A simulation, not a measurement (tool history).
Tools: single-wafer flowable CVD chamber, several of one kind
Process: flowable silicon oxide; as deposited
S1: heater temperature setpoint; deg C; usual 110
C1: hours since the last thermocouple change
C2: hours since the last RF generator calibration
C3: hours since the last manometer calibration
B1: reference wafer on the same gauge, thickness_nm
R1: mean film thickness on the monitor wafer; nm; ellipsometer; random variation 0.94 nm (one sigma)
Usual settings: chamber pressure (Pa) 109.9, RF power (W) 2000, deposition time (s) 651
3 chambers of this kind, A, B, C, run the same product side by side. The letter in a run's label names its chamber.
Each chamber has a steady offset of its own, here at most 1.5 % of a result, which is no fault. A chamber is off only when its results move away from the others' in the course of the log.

{"run": "1C", "hour": 2.9, "S1": 110, "chamber pressure (Pa)": 109.9, "RF power (W)": 2000, "deposition time (s)": 651, "C1": 554.7, "C2": 270.9, "C3": 2549.8, "B1": 310.75, "R1": 290.45}
{"run": "2A", "hour": 5.5, "S1": 110, "chamber pressure (Pa)": 109.9, "RF power (W)": 2000, "deposition time (s)": 651, "C1": 669.2, "C2": 660.6, "C3": 1729.1, "B1": 311.15, "R1": 294.89}
{"run": "3B", "hour": 8.0, "S1": 110, "chamber pressure (Pa)": 109.9, "RF power (W)": 2000, "deposition time (s)": 651, "C1": 719.8, "C2": 41.1, "C3": 469.2, "B1": 310.9, "R1": 295.16}
{"run": "4C", "hour": 11.2, "S1": 110, "chamber pressure (Pa)": 109.9, "RF power (W)": 2000, "deposition time (s)": 651, "C1": 563, "C2": 279.2, "C3": 2558.1, "B1": 311.02, "R1": 291.6}
{"run": "5B", "hour": 13.9, "S1": 110, "chamber pressure (Pa)": 109.9, "RF power (W)": 2000, "deposition time (s)": 651, "C1": 725.7, "C2": 47, "C3": 475.1, "B1": 310.76, "R1": 295.12}
{"run": "6A", "hour": 16.1, "S1": 110, "chamber pressure (Pa)": 109.9, "RF power (W)": 2000, "deposition time (s)": 651, "C1": 679.8, "C2": 671.2, "C3": 1739.7, "B1": 311, "R1": 294.47}
{"run": "7A", "hour": 18.7, "S1": 110, "chamber pressure (Pa)": 109.9, "RF power (W)": 2000, "deposition time (s)": 651, "C1": 682.4, "C2": 673.8, "C3": 1742.3, "B1": 311.08, "R1": 295.11}
{"run": "8B", "hour": 21.6, "S1": 110, "chamber pressure (Pa)": 109.9, "RF power (W)": 2000, "deposition time (s)": 651, "C1": 733.4, "C2": 54.7, "C3": 482.8, "B1": 311.09, "R1": 295}
{"hour": 23.2, "done": "chamber C: capacitance manometer re-zeroed and calibrated"}
{"run": "9C", "hour": 25.2, "S1": 110, "chamber pressure (Pa)": 109.9, "RF power (W)": 2000, "deposition time (s)": 651, "C1": 577, "C2": 293.2, "C3": 2, "B1": 311.04, "R1": 278.92}
{"run": "10A", "hour": 29.5, "S1": 110, "chamber pressure (Pa)": 109.9, "RF power (W)": 2000, "deposition time (s)": 651, "C1": 693.2, "C2": 684.6, "C3": 1753.1, "B1": 310.94, "R1": 295.78}
{"run": "11C", "hour": 33.5, "S1": 110, "chamber pressure (Pa)": 109.9, "RF power (W)": 2120, "deposition time (s)": 651, "C1": 585.3, "C2": 301.5, "C3": 10.3, "B1": 311.15, "R1": 281.34}
{"run": "12B", "hour": 37.5, "S1": 110, "chamber pressure (Pa)": 109.9, "RF power (W)": 2120, "deposition time (s)": 651, "C1": 749.3, "C2": 70.6, "C3": 498.7, "B1": 311.04, "R1": 299.2}
{"run": "13B", "hour": 41.7, "S1": 110, "chamber pressure (Pa)": 109.9, "RF power (W)": 2120, "deposition time (s)": 651, "C1": 753.5, "C2": 74.8, "C3": 502.9, "B1": 310.9, "R1": 298.25}
{"run": "14C", "hour": 46.5, "S1": 110, "chamber pressure (Pa)": 109.9, "RF power (W)": 2000, "deposition time (s)": 651, "C1": 598.3, "C2": 314.5, "C3": 23.3, "B1": 310.99, "R1": 281.32}
{"run": "15A", "hour": 50.6, "S1": 110, "chamber pressure (Pa)": 109.9, "RF power (W)": 1800, "deposition time (s)": 573, "C1": 714.3, "C2": 705.7, "C3": 1774.2, "B1": 310.82, "R1": 252.82}
{"run": "16C", "hour": 53.2, "S1": 110, "chamber pressure (Pa)": 109.9, "RF power (W)": 1800, "deposition time (s)": 573, "C1": 605, "C2": 321.2, "C3": 30, "B1": 310.88, "R1": 241.81}
{"run": "17B", "hour": 56.6, "S1": 110, "chamber pressure (Pa)": 109.9, "RF power (W)": 1800, "deposition time (s)": 573, "C1": 768.4, "C2": 89.7, "C3": 517.8, "B1": 311.21, "R1": 253.56}
{"run": "18A", "hour": 60.9, "S1": 110, "chamber pressure (Pa)": 109.9, "RF power (W)": 1875, "deposition time (s)": 651, "C1": 724.6, "C2": 716, "C3": 1784.5, "B1": 311.03, "R1": 288.95}
{"run": "19A", "hour": 63.4, "S1": 110, "chamber pressure (Pa)": 109.9, "RF power (W)": 1875, "deposition time (s)": 651, "C1": 727.1, "C2": 718.5, "C3": 1787, "B1": 311.02, "R1": 292.18}
{"run": "20B", "hour": 68.2, "S1": 110, "chamber pressure (Pa)": 109.9, "RF power (W)": 1875, "deposition time (s)": 651, "C1": 780, "C2": 101.3, "C3": 529.4, "B1": 310.89, "R1": 291.05}

Is one chamber off against the others, does the gauge drift, or is nothing wrong? If a chamber is off, say which, and what the likeliest cause is.

A service left chamber C off against the others.
Cause: true pressure below the setpoint (%) = 3.38.

Here are 4 candidates for chamber C's next run, each the usual settings with a change, their results left as question marks. Which one brings its results back in line with what the others give on the usual settings?
In line means no further than this from the other chambers' mean on the usual settings: R1 3.3 nm
{"run": "21C-1", "hour": 71.8, "S1": 110, "chamber pressure (Pa)": 109.9, "RF power (W)": 2050, "deposition time (s)": 728, "R1": "?"}
{"run": "21C-2", "hour": 71.8, "S1": 112, "chamber pressure (Pa)": 106.8, "RF power (W)": 1995, "deposition time (s)": 642, "R1": "?"}
{"run": "21C-3", "hour": 71.8, "S1": 111, "chamber pressure (Pa)": 108.5, "RF power (W)": 2000, "deposition time (s)": 647, "R1": "?"}
{"run": "21C-4", "hour": 71.8, "S1": 109, "chamber pressure (Pa)": 111.2, "RF power (W)": 2000, "deposition time (s)": 655, "R1": "?"}

The other chambers' mean on the usual settings: R1 294.83 nm
run=21C-1 R1=313.98
run=21C-2 R1=249.15
run=21C-3 R1=264.81
run=21C-4 R1=295.02
21C-4 brings the chamber back in line.

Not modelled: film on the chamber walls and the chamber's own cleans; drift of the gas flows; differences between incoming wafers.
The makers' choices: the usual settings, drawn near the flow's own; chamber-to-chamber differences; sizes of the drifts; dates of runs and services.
